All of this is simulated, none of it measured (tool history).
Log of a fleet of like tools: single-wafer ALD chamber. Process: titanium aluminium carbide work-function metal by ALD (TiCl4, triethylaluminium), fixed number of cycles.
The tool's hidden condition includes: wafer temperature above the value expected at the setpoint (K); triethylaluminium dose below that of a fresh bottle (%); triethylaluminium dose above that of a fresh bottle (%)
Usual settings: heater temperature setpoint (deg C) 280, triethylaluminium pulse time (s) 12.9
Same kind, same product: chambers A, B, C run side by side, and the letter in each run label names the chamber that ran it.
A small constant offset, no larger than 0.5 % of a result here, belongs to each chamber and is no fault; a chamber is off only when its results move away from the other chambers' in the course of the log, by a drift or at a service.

| run | hour | heater temperature setpoint (deg C) | triethylaluminium pulse time (s) | hours since the last thermocouple change | hours since the last triethylaluminium bottle change | read-back reference wafer on the same gauge, thickness_nm | mean film thickness on the monitor wafer (Å) |
|---|---|---|---|---|---|---|---|
| 1C | 6.8 | 280 | 12.9 | 244.7 | 195.5 | 1.5791 | 18.555 |
| 2A | 15.8 | 280 | 12.9 | 999.8 | 1376.9 | 1.5795 | 18.541 |
| 3B | 21.7 | 280 | 12.9 | 89.6 | 765.1 | 1.5787 | 18.728 |
| 4A | 29.5 | 280 | 12.9 | 1013.5 | 1390.6 | 1.5792 | 18.549 |
| 5B | 38.5 | 280 | 12.9 | 106.4 | 781.9 | 1.5773 | 18.696 |
| 6C | 44.3 | 280 | 12.9 | 282.2 | 233 | 1.5776 | 18.595 |
| 7A | 52.1 | 270 | 9.33 | 1036.1 | 1413.2 | 1.5773 | 17.189 |
| 8C | 62.6 | 270 | 9.33 | 300.5 | 251.3 | 1.5764 | 17.164 |
|  | 66.4 | chamber A: triethylaluminium bottle replaced |
| 9B | 68.2 | 270 | 9.33 | 136.1 | 811.6 | 1.5758 | 17.343 |
| 10C | 73.5 | 280 | 12.9 | 311.4 | 262.2 | 1.5748 | 18.537 |
| 11A | 81.4 | 280 | 12.9 | 1065.4 | 15.1 | 1.5747 | 18.526 |
| 12B | 88 | 280 | 12.9 | 155.9 | 831.4 | 1.5754 | 18.627 |
| 13B | 98.2 | 280 | 12.9 | 166.1 | 841.6 | 1.5745 | 18.71 |
| 14C | 108.1 | 280 | 12.9 | 346 | 296.8 | 1.5733 | 18.506 |
| 15A | 117.3 | 290 | 17.31 | 1101.3 | 51 | 1.5726 | 19.551 |
| 16A | 122.3 | 290 | 17.31 | 1106.3 | 56 | 1.5724 | 19.546 |
| 17C | 131.7 | 290 | 17.31 | 369.6 | 320.4 | 1.5722 | 19.489 |
| 18B | 136.8 | 280 | 11.24 | 204.7 | 880.2 | 1.5713 | 18.468 |
| 19B | 144 | 280 | 11.24 | 211.9 | 887.4 | 1.5708 | 18.456 |
| 20A | 153.9 | 280 | 11.24 | 1137.9 | 87.6 | 1.5703 | 18.338 |
| 21C | 162.3 | 285 | 17.77 | 400.2 | 351 | 1.5704 | 19.121 |
| 22A | 167.8 | 285 | 17.77 | 1151.8 | 101.5 | 1.5699 | 19.104 |

Decide between three cases: one chamber stands off from its peers, the gauge reading all wafers drifts, or nothing is wrong past each chamber's small offset. Where a chamber is off, say which and what most likely put it there.

It is the gauge, not a chamber: its drift shows up in every chamber's results at once, and no chamber is off.
Likeliest cause: gauge reads low (%) = 0.681.

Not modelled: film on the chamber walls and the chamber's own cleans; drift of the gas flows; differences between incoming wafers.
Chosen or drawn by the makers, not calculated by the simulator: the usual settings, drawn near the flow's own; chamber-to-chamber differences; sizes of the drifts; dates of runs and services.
